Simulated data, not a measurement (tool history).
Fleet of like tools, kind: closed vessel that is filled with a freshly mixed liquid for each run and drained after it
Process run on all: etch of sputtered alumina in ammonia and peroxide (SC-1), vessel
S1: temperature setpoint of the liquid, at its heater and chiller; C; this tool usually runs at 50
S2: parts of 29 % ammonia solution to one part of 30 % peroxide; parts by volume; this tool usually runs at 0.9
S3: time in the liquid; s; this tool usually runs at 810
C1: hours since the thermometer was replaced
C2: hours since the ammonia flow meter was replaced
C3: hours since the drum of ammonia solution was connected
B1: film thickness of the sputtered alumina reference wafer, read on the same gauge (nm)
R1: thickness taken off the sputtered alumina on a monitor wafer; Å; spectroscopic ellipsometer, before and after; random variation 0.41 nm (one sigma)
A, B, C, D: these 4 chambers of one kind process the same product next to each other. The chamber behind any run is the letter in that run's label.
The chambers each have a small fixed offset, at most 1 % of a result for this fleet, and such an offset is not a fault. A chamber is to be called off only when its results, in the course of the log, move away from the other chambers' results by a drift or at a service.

{"run": "1B", "hour": 10.7, "S1": 50, "S2": 0.9, "S3": 810, "C1": 1126.3, "C2": 190.8, "C3": 41.5, "B1": 90.005, "R1": 509.22}
{"run": "2A", "hour": 17.2, "S1": 50, "S2": 0.9, "S3": 810, "C1": 1065.4, "C2": 884.7, "C3": 86.7, "B1": 90, "R1": 514.16}
{"hour": 29.6, "done": "chamber A: ammonia flow meter replaced"}
{"run": "3C", "hour": 30.0, "S1": 50, "S2": 0.9, "S3": 810, "C1": 1559.8, "C2": 461.1, "C3": 384.5, "B1": 90.012, "R1": 518.36}
{"hour": 33.8, "done": "chamber B: thermometer replaced"}
{"run": "4D", "hour": 35.6, "S1": 50, "S2": 0.9, "S3": 810, "C1": 1029.1, "C2": 317.4, "C3": 328.4, "B1": 90.016, "R1": 517.81}
{"run": "5A", "hour": 42.6, "S1": 50, "S2": 0.9, "S3": 810, "C1": 1090.8, "C2": 13, "C3": 112.1, "B1": 89.996, "R1": 518.6}
{"run": "6B", "hour": 49.4, "S1": 57.5, "S2": 0.9, "S3": 810, "C1": 15.7, "C2": 229.5, "C3": 80.2, "B1": 89.997, "R1": 770.16}
{"run": "7D", "hour": 59.4, "S1": 57.5, "S2": 0.9, "S3": 810, "C1": 1052.9, "C2": 341.2, "C3": 352.2, "B1": 90.012, "R1": 761.7}
{"hour": 69.5, "done": "chamber C: new drum of ammonia solution connected"}
{"run": "8C", "hour": 72.0, "S1": 57.5, "S2": 0.9, "S3": 810, "C1": 1601.8, "C2": 503.1, "C3": 2.5, "B1": 90.033, "R1": 763.81}
{"run": "9B", "hour": 82.1, "S1": 57.5, "S2": 0.9, "S3": 810, "C1": 48.4, "C2": 262.2, "C3": 112.9, "B1": 90.021, "R1": 764.48}
{"run": "10D", "hour": 88.5, "S1": 50, "S2": 0.9, "S3": 810, "C1": 1082, "C2": 370.3, "C3": 381.3, "B1": 89.989, "R1": 518.71}
{"run": "11C", "hour": 100.8, "S1": 50, "S2": 0.9, "S3": 1125, "C1": 1630.6, "C2": 531.9, "C3": 31.3, "B1": 89.983, "R1": 715.89}
{"run": "12A", "hour": 111.0, "S1": 50, "S2": 0.9, "S3": 1125, "C1": 1159.2, "C2": 81.4, "C3": 180.5, "B1": 90.005, "R1": 728.96}
{"run": "13C", "hour": 121.8, "S1": 50, "S2": 0.9, "S3": 1125, "C1": 1651.6, "C2": 552.9, "C3": 52.3, "B1": 89.998, "R1": 716.51}
{"run": "14B", "hour": 134.1, "S1": 50, "S2": 0.9, "S3": 1125, "C1": 100.4, "C2": 314.2, "C3": 164.9, "B1": 90.013, "R1": 719.77}
{"run": "15A", "hour": 144.5, "S1": 50, "S2": 1.2, "S3": 1240, "C1": 1192.7, "C2": 114.9, "C3": 214, "B1": 89.971, "R1": 809.64}
{"run": "16D", "hour": 153.0, "S1": 50, "S2": 1.2, "S3": 1240, "C1": 1146.5, "C2": 434.8, "C3": 445.8, "B1": 89.997, "R1": 795.78}
{"run": "17D", "hour": 164.1, "S1": 50, "S2": 1.2, "S3": 1240, "C1": 1157.6, "C2": 445.9, "C3": 456.9, "B1": 90.024, "R1": 810.02}
{"run": "18A", "hour": 174.3, "S1": 50, "S2": 1.2, "S3": 1240, "C1": 1222.5, "C2": 144.7, "C3": 243.8, "B1": 90.014, "R1": 816.35}
{"run": "19C", "hour": 184.0, "S1": 50, "S2": 0.9, "S3": 810, "C1": 1713.8, "C2": 615.1, "C3": 114.5, "B1": 89.98, "R1": 518.01}
{"run": "20B", "hour": 191.0, "S1": 50, "S2": 0.9, "S3": 810, "C1": 157.3, "C2": 371.1, "C3": 221.8, "B1": 90.002, "R1": 511.58}
{"run": "21D", "hour": 199.4, "S1": 50, "S2": 0.9, "S3": 810, "C1": 1192.9, "C2": 481.2, "C3": 492.2, "B1": 89.998, "R1": 506.95}
{"run": "22C", "hour": 211.9, "S1": 50, "S2": 0.9, "S3": 810, "C1": 1741.7, "C2": 643, "C3": 142.4, "B1": 89.993, "R1": 520.55}
{"run": "23A", "hour": 220.7, "S1": 50, "S2": 0.9, "S3": 810, "C1": 1268.9, "C2": 191.1, "C3": 290.2, "B1": 90.036, "R1": 514.82}
{"run": "24B", "hour": 230.9, "S1": 50, "S2": 0.9, "S3": 810, "C1": 197.2, "C2": 411, "C3": 261.7, "B1": 89.982, "R1": 513.46}
{"hour": 231.6, "done": "chamber B: new drum of ammonia solution connected"}
{"hour": 232.6, "done": "chamber B: ammonia flow meter replaced"}
{"run": "25D", "hour": 241.3, "S1": 50, "S2": 0.9, "S3": 810, "C1": 1234.8, "C2": 523.1, "C3": 534.1, "B1": 89.981, "R1": 497.89}
{"run": "26C", "hour": 248.0, "S1": 50, "S2": 0.9, "S3": 810, "C1": 1777.8, "C2": 679.1, "C3": 178.5, "B1": 89.981, "R1": 519.37}
{"run": "27A", "hour": 259.5, "S1": 50, "S2": 0.9, "S3": 810, "C1": 1307.7, "C2": 229.9, "C3": 329, "B1": 89.995, "R1": 512.29}
{"run": "28B", "hour": 268.7, "S1": 50, "S2": 0.9, "S3": 810, "C1": 235, "C2": 36.2, "C3": 37.2, "B1": 89.983, "R1": 513.52}
{"run": "29A", "hour": 280.0, "S1": 50, "S2": 0.9, "S3": 810, "C1": 1328.2, "C2": 250.4, "C3": 349.5, "B1": 89.978, "R1": 518.14}
{"run": "30B", "hour": 286.5, "S1": 50, "S2": 1.2, "S3": 810, "C1": 252.8, "C2": 54, "C3": 55, "B1": 90, "R1": 530.46}
{"run": "31C", "hour": 298.6, "S1": 50, "S2": 1.2, "S3": 810, "C1": 1828.4, "C2": 729.7, "C3": 229.1, "B1": 90.021, "R1": 528.85}
{"run": "32D", "hour": 306.7, "S1": 50, "S2": 1.2, "S3": 810, "C1": 1300.2, "C2": 588.5, "C3": 599.5, "B1": 89.984, "R1": 506.12}
{"run": "33B", "hour": 316.9, "S1": 50, "S2": 1.2, "S3": 810, "C1": 283.2, "C2": 84.4, "C3": 85.4, "B1": 89.984, "R1": 522.58}
{"run": "34A", "hour": 327.9, "S1": 50, "S2": 0.9, "S3": 810, "C1": 1376.1, "C2": 298.3, "C3": 397.4, "B1": 90.009, "R1": 516.79}
{"run": "35C", "hour": 334.1, "S1": 50, "S2": 0.9, "S3": 810, "C1": 1863.9, "C2": 765.2, "C3": 264.6, "B1": 90.026, "R1": 517.82}
{"run": "36D", "hour": 339.9, "S1": 50, "S2": 0.9, "S3": 810, "C1": 1333.4, "C2": 621.7, "C3": 632.7, "B1": 90.004, "R1": 492.18}
{"run": "37A", "hour": 346.6, "S1": 50, "S2": 0.9, "S3": 810, "C1": 1394.8, "C2": 317, "C3": 416.1, "B1": 90.012, "R1": 516.4}
{"run": "38D", "hour": 353.5, "S1": 50, "S2": 0.9, "S3": 810, "C1": 1347, "C2": 635.3, "C3": 646.3, "B1": 89.995, "R1": 495}
{"run": "39B", "hour": 363.7, "S1": 53.5, "S2": 0.9, "S3": 810, "C1": 330, "C2": 131.2, "C3": 132.2, "B1": 90.029, "R1": 615.53}
{"run": "40C", "hour": 370.7, "S1": 53.5, "S2": 0.9, "S3": 810, "C1": 1900.5, "C2": 801.8, "C3": 301.2, "B1": 89.989, "R1": 628.33}

Next, all 4 chambers run the settings below, one line each with question marks for the results. What does each chamber give?
{"run": "41A", "hour": 379.8, "S1": 50, "S2": 0.9, "S3": 810, "R1": "?"}
{"run": "41B", "hour": 379.8, "S1": 50, "S2": 0.9, "S3": 810, "R1": "?"}
{"run": "41C", "hour": 379.8, "S1": 50, "S2": 0.9, "S3": 810, "R1": "?"}
{"run": "41D", "hour": 379.8, "S1": 50, "S2": 0.9, "S3": 810, "R1": "?"}

run=41A R1=523.65
run=41B R1=511.88
run=41C R1=523
run=41D R1=483.89
